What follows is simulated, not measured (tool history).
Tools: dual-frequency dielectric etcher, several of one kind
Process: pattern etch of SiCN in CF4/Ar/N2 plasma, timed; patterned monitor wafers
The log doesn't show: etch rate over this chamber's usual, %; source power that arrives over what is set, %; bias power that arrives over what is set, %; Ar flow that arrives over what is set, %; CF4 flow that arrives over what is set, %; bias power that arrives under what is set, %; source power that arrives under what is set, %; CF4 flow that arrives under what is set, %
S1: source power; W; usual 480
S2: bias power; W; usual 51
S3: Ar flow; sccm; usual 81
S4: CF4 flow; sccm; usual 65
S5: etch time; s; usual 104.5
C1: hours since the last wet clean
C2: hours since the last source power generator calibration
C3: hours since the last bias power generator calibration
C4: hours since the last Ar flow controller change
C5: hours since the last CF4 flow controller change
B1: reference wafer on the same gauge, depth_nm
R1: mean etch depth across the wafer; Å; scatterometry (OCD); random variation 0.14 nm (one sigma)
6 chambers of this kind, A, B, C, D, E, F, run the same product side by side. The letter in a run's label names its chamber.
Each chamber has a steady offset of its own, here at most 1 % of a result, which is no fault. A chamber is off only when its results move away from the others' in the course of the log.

{"run": "1B", "day": 0.179, "S1": 480, "S2": 51, "S3": 81, "S4": 65, "S5": 104.5, "C1": 53.8, "C2": 3650.6, "C3": 1164.9, "C4": 2632.8, "C5": 2100.6, "B1": 96.791, "R1": 867.5}
{"run": "2E", "day": 0.454, "S1": 480, "S2": 51, "S3": 81, "S4": 65, "S5": 104.5, "C1": 526.2, "C2": 1696.3, "C3": 3988.0, "C4": 1895.0, "C5": 3647.8, "B1": 96.798, "R1": 869.64}
{"day": 0.6, "done": "chamber C: CF4 flow controller replaced"}
{"day": 0.683, "done": "chamber E: wet clean of the chamber"}
{"run": "3F", "day": 0.729, "S1": 480, "S2": 51, "S3": 81, "S4": 65, "S5": 104.5, "C1": 362.8, "C2": 4884.6, "C3": 3007.1, "C4": 4637.7, "C5": 4716.0, "B1": 96.907, "R1": 864.44}
{"run": "4A", "day": 1.008, "S1": 480, "S2": 51, "S3": 81, "S4": 65, "S5": 104.5, "C1": 320.2, "C2": 334.2, "C3": 2644.4, "C4": 2124.4, "C5": 171.2, "B1": 96.874, "R1": 876.12}
{"run": "5C", "day": 1.233, "S1": 480, "S2": 51, "S3": 81, "S4": 65, "S5": 104.5, "C1": 349.8, "C2": 2645.3, "C3": 1386.9, "C4": 837.1, "C5": 15.3, "B1": 96.856, "R1": 875.17}
{"run": "6D", "day": 1.479, "S1": 480, "S2": 51, "S3": 81, "S4": 65, "S5": 104.5, "C1": 171.0, "C2": 2939.0, "C3": 1314.2, "C4": 952.4, "C5": 769.1, "B1": 96.885, "R1": 867.5}
{"run": "7C", "day": 1.608, "S1": 480, "S2": 51, "S3": 68, "S4": 65, "S5": 104.5, "C1": 358.8, "C2": 2654.3, "C3": 1395.9, "C4": 846.1, "C5": 24.3, "B1": 96.905, "R1": 902.08}
{"run": "8E", "day": 1.754, "S1": 480, "S2": 51, "S3": 68, "S4": 65, "S5": 104.5, "C1": 25.8, "C2": 1727.5, "C3": 4019.2, "C4": 1926.2, "C5": 3679.0, "B1": 96.925, "R1": 897.18}
{"run": "9B", "day": 2.038, "S1": 480, "S2": 51, "S3": 68, "S4": 65, "S5": 104.5, "C1": 98.4, "C2": 3695.2, "C3": 1209.5, "C4": 2677.4, "C5": 2145.2, "B1": 96.933, "R1": 891.56}
{"run": "10F", "day": 2.321, "S1": 480, "S2": 51, "S3": 68, "S4": 65, "S5": 104.5, "C1": 401.0, "C2": 4922.8, "C3": 3045.3, "C4": 4675.9, "C5": 4754.2, "B1": 96.977, "R1": 886.66}
{"day": 2.392, "done": "chamber B: CF4 flow controller replaced"}
{"run": "11A", "day": 2.567, "S1": 480, "S2": 51, "S3": 68, "S4": 65, "S5": 104.5, "C1": 357.6, "C2": 371.6, "C3": 2681.8, "C4": 2161.8, "C5": 208.6, "B1": 97.01, "R1": 901.35}
{"day": 2.729, "done": "chamber C: wet clean of the chamber"}
{"run": "12D", "day": 2.804, "S1": 480, "S2": 51, "S3": 68, "S4": 65, "S5": 104.5, "C1": 202.8, "C2": 2970.8, "C3": 1346.0, "C4": 984.2, "C5": 800.9, "B1": 96.984, "R1": 894.17}
{"run": "13A", "day": 2.992, "S1": 480, "S2": 51, "S3": 81, "S4": 65, "S5": 104.5, "C1": 367.8, "C2": 381.8, "C3": 2692.0, "C4": 2172.0, "C5": 218.8, "B1": 96.932, "R1": 877.22}
{"run": "14F", "day": 3.225, "S1": 480, "S2": 51, "S3": 81, "S4": 65, "S5": 104.5, "C1": 422.7, "C2": 4944.5, "C3": 3067.0, "C4": 4697.6, "C5": 4775.9, "B1": 97.005, "R1": 865.39}
{"run": "15B", "day": 3.408, "S1": 480, "S2": 51, "S3": 81, "S4": 65, "S5": 104.5, "C1": 131.3, "C2": 3728.1, "C3": 1242.4, "C4": 2710.3, "C5": 24.4, "B1": 97.029, "R1": 869.48}
{"run": "16C", "day": 3.679, "S1": 480, "S2": 51, "S3": 81, "S4": 65, "S5": 104.5, "C1": 22.9, "C2": 2704.0, "C3": 1445.6, "C4": 895.8, "C5": 74.0, "B1": 97.01, "R1": 876.78}
{"run": "17D", "day": 3.942, "S1": 480, "S2": 51, "S3": 81, "S4": 65, "S5": 104.5, "C1": 230.1, "C2": 2998.1, "C3": 1373.3, "C4": 1011.5, "C5": 828.2, "B1": 97.087, "R1": 868.99}
{"run": "18E", "day": 4.154, "S1": 480, "S2": 51, "S3": 81, "S4": 65, "S5": 104.5, "C1": 83.4, "C2": 1785.1, "C3": 4076.8, "C4": 1983.8, "C5": 3736.6, "B1": 97.042, "R1": 874.49}
{"run": "19A", "day": 4.371, "S1": 480, "S2": 51, "S3": 81, "S4": 65, "S5": 104.5, "C1": 400.9, "C2": 414.9, "C3": 2725.1, "C4": 2205.1, "C5": 251.9, "B1": 97.037, "R1": 876.55}
{"run": "20B", "day": 4.608, "S1": 480, "S2": 51, "S3": 81, "S4": 65, "S5": 104.5, "C1": 160.1, "C2": 3756.9, "C3": 1271.2, "C4": 2739.1, "C5": 53.2, "B1": 97.083, "R1": 867.14}
{"run": "21D", "day": 4.754, "S1": 480, "S2": 51, "S3": 81, "S4": 65, "S5": 104.5, "C1": 249.6, "C2": 3017.6, "C3": 1392.8, "C4": 1031.0, "C5": 847.7, "B1": 97.116, "R1": 870.36}
{"day": 4.817, "done": "chamber F: CF4 flow controller replaced"}
{"run": "22F", "day": 5.012, "S1": 480, "S2": 51, "S3": 81, "S4": 65, "S5": 104.5, "C1": 465.6, "C2": 4987.4, "C3": 3109.9, "C4": 4740.5, "C5": 4.7, "B1": 97.076, "R1": 867.96}
{"run": "23E", "day": 5.229, "S1": 480, "S2": 51, "S3": 72, "S4": 74, "S5": 104.5, "C1": 109.2, "C2": 1810.9, "C3": 4102.6, "C4": 2009.6, "C5": 3762.4, "B1": 97.119, "R1": 908.41}
{"run": "24C", "day": 5.492, "S1": 480, "S2": 51, "S3": 72, "S4": 74, "S5": 104.5, "C1": 66.4, "C2": 2747.5, "C3": 1489.1, "C4": 939.3, "C5": 117.5, "B1": 97.199, "R1": 909.03}
{"run": "25F", "day": 5.692, "S1": 480, "S2": 51, "S3": 72, "S4": 74, "S5": 104.5, "C1": 481.9, "C2": 5003.7, "C3": 3126.2, "C4": 4756.8, "C5": 21.0, "B1": 97.155, "R1": 902.01}
{"run": "26E", "day": 5.883, "S1": 480, "S2": 51, "S3": 72, "S4": 74, "S5": 104.5, "C1": 124.9, "C2": 1826.6, "C3": 4118.3, "C4": 2025.3, "C5": 3778.1, "B1": 97.192, "R1": 911.75}
{"run": "27D", "day": 6.021, "S1": 480, "S2": 51, "S3": 72, "S4": 74, "S5": 104.5, "C1": 280.0, "C2": 3048.0, "C3": 1423.2, "C4": 1061.4, "C5": 878.1, "B1": 97.154, "R1": 905.33}
{"run": "28C", "day": 6.254, "S1": 480, "S2": 51, "S3": 72, "S4": 74, "S5": 104.5, "C1": 84.7, "C2": 2765.8, "C3": 1507.4, "C4": 957.6, "C5": 135.8, "B1": 97.221, "R1": 911.88}
{"run": "29B", "day": 6.4, "S1": 480, "S2": 51, "S3": 81, "S4": 65, "S5": 104.5, "C1": 203.1, "C2": 3799.9, "C3": 1314.2, "C4": 2782.1, "C5": 96.2, "B1": 97.22, "R1": 871.57}
{"run": "30A", "day": 6.583, "S1": 480, "S2": 51, "S3": 81, "S4": 65, "S5": 104.5, "C1": 454.0, "C2": 468.0, "C3": 2778.2, "C4": 2258.2, "C5": 305.0, "B1": 97.191, "R1": 878.96}
{"run": "31C", "day": 6.854, "S1": 480, "S2": 51, "S3": 81, "S4": 65, "S5": 104.5, "C1": 99.1, "C2": 2780.2, "C3": 1521.8, "C4": 972.0, "C5": 150.2, "B1": 97.171, "R1": 875.87}
{"run": "32A", "day": 7.071, "S1": 480, "S2": 51, "S3": 81, "S4": 65, "S5": 104.5, "C1": 465.7, "C2": 479.7, "C3": 2789.9, "C4": 2269.9, "C5": 316.7, "B1": 97.267, "R1": 877.71}
{"run": "33B", "day": 7.283, "S1": 480, "S2": 51, "S3": 81, "S4": 65, "S5": 104.5, "C1": 224.3, "C2": 3821.1, "C3": 1335.4, "C4": 2803.3, "C5": 117.4, "B1": 97.223, "R1": 868.47}
{"run": "34F", "day": 7.554, "S1": 480, "S2": 51, "S3": 81, "S4": 65, "S5": 104.5, "C1": 526.6, "C2": 5048.4, "C3": 3170.9, "C4": 4801.5, "C5": 65.7, "B1": 97.315, "R1": 869.36}
{"run": "35D", "day": 7.692, "S1": 480, "S2": 51, "S3": 81, "S4": 65, "S5": 104.5, "C1": 320.1, "C2": 3088.1, "C3": 1463.3, "C4": 1101.5, "C5": 918.2, "B1": 97.291, "R1": 872.37}
{"run": "36E", "day": 7.933, "S1": 480, "S2": 51, "S3": 81, "S4": 65, "S5": 104.5, "C1": 174.1, "C2": 1875.8, "C3": 4167.5, "C4": 2074.5, "C5": 3827.3, "B1": 97.293, "R1": 874.7}
{"run": "37B", "day": 8.196, "S1": 480, "S2": 51, "S3": 81, "S4": 65, "S5": 104.5, "C1": 246.2, "C2": 3843.0, "C3": 1357.3, "C4": 2825.2, "C5": 139.3, "B1": 97.348, "R1": 870.9}
{"run": "38E", "day": 8.392, "S1": 480, "S2": 45, "S3": 81, "S4": 65, "S5": 104.5, "C1": 185.1, "C2": 1886.8, "C3": 4178.5, "C4": 2085.5, "C5": 3838.3, "B1": 97.315, "R1": 840.16}
{"run": "39C", "day": 8.667, "S1": 480, "S2": 45, "S3": 81, "S4": 65, "S5": 104.5, "C1": 142.6, "C2": 2823.7, "C3": 1565.3, "C4": 1015.5, "C5": 193.7, "B1": 97.356, "R1": 848.07}
{"run": "40D", "day": 8.925, "S1": 480, "S2": 45, "S3": 81, "S4": 65, "S5": 104.5, "C1": 349.7, "C2": 3117.7, "C3": 1492.9, "C4": 1131.1, "C5": 947.8, "B1": 97.342, "R1": 839.26}
{"run": "41A", "day": 9.175, "S1": 480, "S2": 45, "S3": 81, "S4": 65, "S5": 104.5, "C1": 516.2, "C2": 530.2, "C3": 2840.4, "C4": 2320.4, "C5": 367.2, "B1": 97.404, "R1": 845.81}
{"run": "42F", "day": 9.362, "S1": 480, "S2": 45, "S3": 81, "S4": 65, "S5": 104.5, "C1": 570.0, "C2": 5091.8, "C3": 3214.3, "C4": 4844.9, "C5": 109.1, "B1": 97.413, "R1": 836.67}
{"run": "43D", "day": 9.571, "S1": 480, "S2": 45, "S3": 81, "S4": 65, "S5": 104.5, "C1": 365.2, "C2": 3133.2, "C3": 1508.4, "C4": 1146.6, "C5": 963.3, "B1": 97.438, "R1": 839.6}
{"run": "44E", "day": 9.8, "S1": 480, "S2": 51, "S3": 81, "S4": 65, "S5": 104.5, "C1": 218.9, "C2": 1920.6, "C3": 4212.3, "C4": 2119.3, "C5": 3872.1, "B1": 97.403, "R1": 877.62}

Next, every chamber runs the same settings. What will each give?
{"run": "45A", "day": 10.017, "S1": 480, "S2": 51, "S3": 81, "S4": 65, "S5": 104.5, "R1": "?"}
{"run": "45B", "day": 10.017, "S1": 480, "S2": 51, "S3": 81, "S4": 65, "S5": 104.5, "R1": "?"}
{"run": "45C", "day": 10.017, "S1": 480, "S2": 51, "S3": 81, "S4": 65, "S5": 104.5, "R1": "?"}
{"run": "45D", "day": 10.017, "S1": 480, "S2": 51, "S3": 81, "S4": 65, "S5": 104.5, "R1": "?"}
{"run": "45E", "day": 10.017, "S1": 480, "S2": 51, "S3": 81, "S4": 65, "S5": 104.5, "R1": "?"}
{"run": "45F", "day": 10.017, "S1": 480, "S2": 51, "S3": 81, "S4": 65, "S5": 104.5, "R1": "?"}

run=45A R1=880.19
run=45B R1=871.79
run=45C R1=879.75
run=45D R1=870.65
run=45E R1=876.61
run=45F R1=871.94
